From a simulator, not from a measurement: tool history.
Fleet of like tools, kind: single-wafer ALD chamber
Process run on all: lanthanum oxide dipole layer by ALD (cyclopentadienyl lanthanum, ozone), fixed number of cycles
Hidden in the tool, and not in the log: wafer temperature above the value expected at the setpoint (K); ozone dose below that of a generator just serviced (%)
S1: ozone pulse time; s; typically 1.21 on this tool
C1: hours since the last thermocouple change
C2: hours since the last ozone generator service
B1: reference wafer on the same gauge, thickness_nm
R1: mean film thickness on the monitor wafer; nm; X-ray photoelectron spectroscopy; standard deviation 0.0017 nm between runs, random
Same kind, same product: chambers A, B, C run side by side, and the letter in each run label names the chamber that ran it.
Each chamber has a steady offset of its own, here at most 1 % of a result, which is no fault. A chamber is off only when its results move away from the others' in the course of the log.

run	hour	S1	C1	C2	B1	R1
1A	9.8	1.21	788.1	1509.2	0.57978	0.52492
2C	23.2	1.21	1221.7	736.2	0.58048	0.51913
3B	34.2	1.21	494.1	603.9	0.58002	0.52739
# hour 36.3: chamber A: ozone generator serviced
4B	47.9	1.21	507.8	617.6	0.58011	0.52801
5A	57.5	1.21	835.8	21.3	0.58014	0.52643
6C	70.5	1.21	1269	783.5	0.5806	0.52288
7B	77.5	1.21	537.4	647.2	0.58012	0.52817
8C	90	1.53	1288.5	803	0.57994	0.54348
9A	102	1.53	880.3	65.8	0.58009	0.54964
10C	114	1.53	1312.5	827	0.57952	0.54731
11A	124.9	1.37	903.2	88.7	0.58016	0.54193
12B	139.1	1.37	599	708.8	0.58047	0.53705
13B	145.4	1.37	605.3	715.1	0.58012	0.53861
14C	159.7	1.21	1358.2	872.7	0.58024	0.52663
15A	171.4	1.21	949.7	135.2	0.58028	0.52503
16C	185.9	1.21	1384.4	898.9	0.5801	0.52053
17B	194.4	1.21	654.3	764.1	0.58028	0.52221
18A	208.5	1.54	986.8	172.3	0.57985	0.55086
19B	217.3	1.54	677.2	787	0.57991	0.54573
20C	224.1	1.54	1422.6	937.1	0.57949	0.54753
21A	235.1	1.21	1013.4	198.9	0.58015	0.5266
22C	247.6	1.21	1446.1	960.6	0.58001	0.52177
23B	256.1	1.21	716	825.8	0.58007	0.51441
24A	265.3	1.21	1043.6	229.1	0.57976	0.52541
25B	275.3	1.21	735.2	845	0.57945	0.51467
26C	284.4	1.21	1482.9	997.4	0.5797	0.5208
27A	296.1	1.21	1074.4	259.9	0.57962	0.52669
28B	302.8	1.21	762.7	872.5	0.58002	0.51428
29C	315.4	1.21	1513.9	1028.4	0.57991	0.51996
30A	329.8	1.21	1108.1	293.6	0.57984	0.52483
31B	342.6	1.21	802.5	912.3	0.57991	0.51175
32A	356.1	1.21	1134.4	319.9	0.58004	0.52809
33C	366.9	1.21	1565.4	1079.9	0.5801	0.52371
34B	376.3	1.21	836.2	946	0.58014	0.50478
35A	389.6	1.21	1167.9	353.4	0.58002	0.52714
36C	399.8	1.21	1598.3	1112.8	0.57976	0.51892
37C	409.6	1.21	1608.1	1122.6	0.58037	0.52229
38B	418.4	1.21	878.3	988.1	0.57972	0.50627

One chamber off, gauge drift, or nothing amiss beyond the chambers' own small offsets? If it is a chamber, which one, and what is the likeliest cause?

Little by little, chamber B moves away from the other chambers.
Likeliest cause: ozone dose below that of a generator just serviced (%) = 16.

Here are 4 candidates for chamber B's next run, each the usual settings with a change, their results left as question marks. Which one brings its results back in line with what the others give on the usual settings?
To be in line, a result may differ from the other chambers' mean on the usual settings by at most: R1 0.006 nm
39B-1	428.8	1				?
39B-2	428.8	1.56				?
39B-3	428.8	1.38				?
39B-4	428.8	1.08				?

What the other chambers average on the usual settings: R1 0.52382 nm
run	R1
39B-1	0.47193
39B-2	0.53798
39B-3	0.52306
39B-4	0.48556
39B-3 is the one that brings the chamber's results back in line with the other chambers.
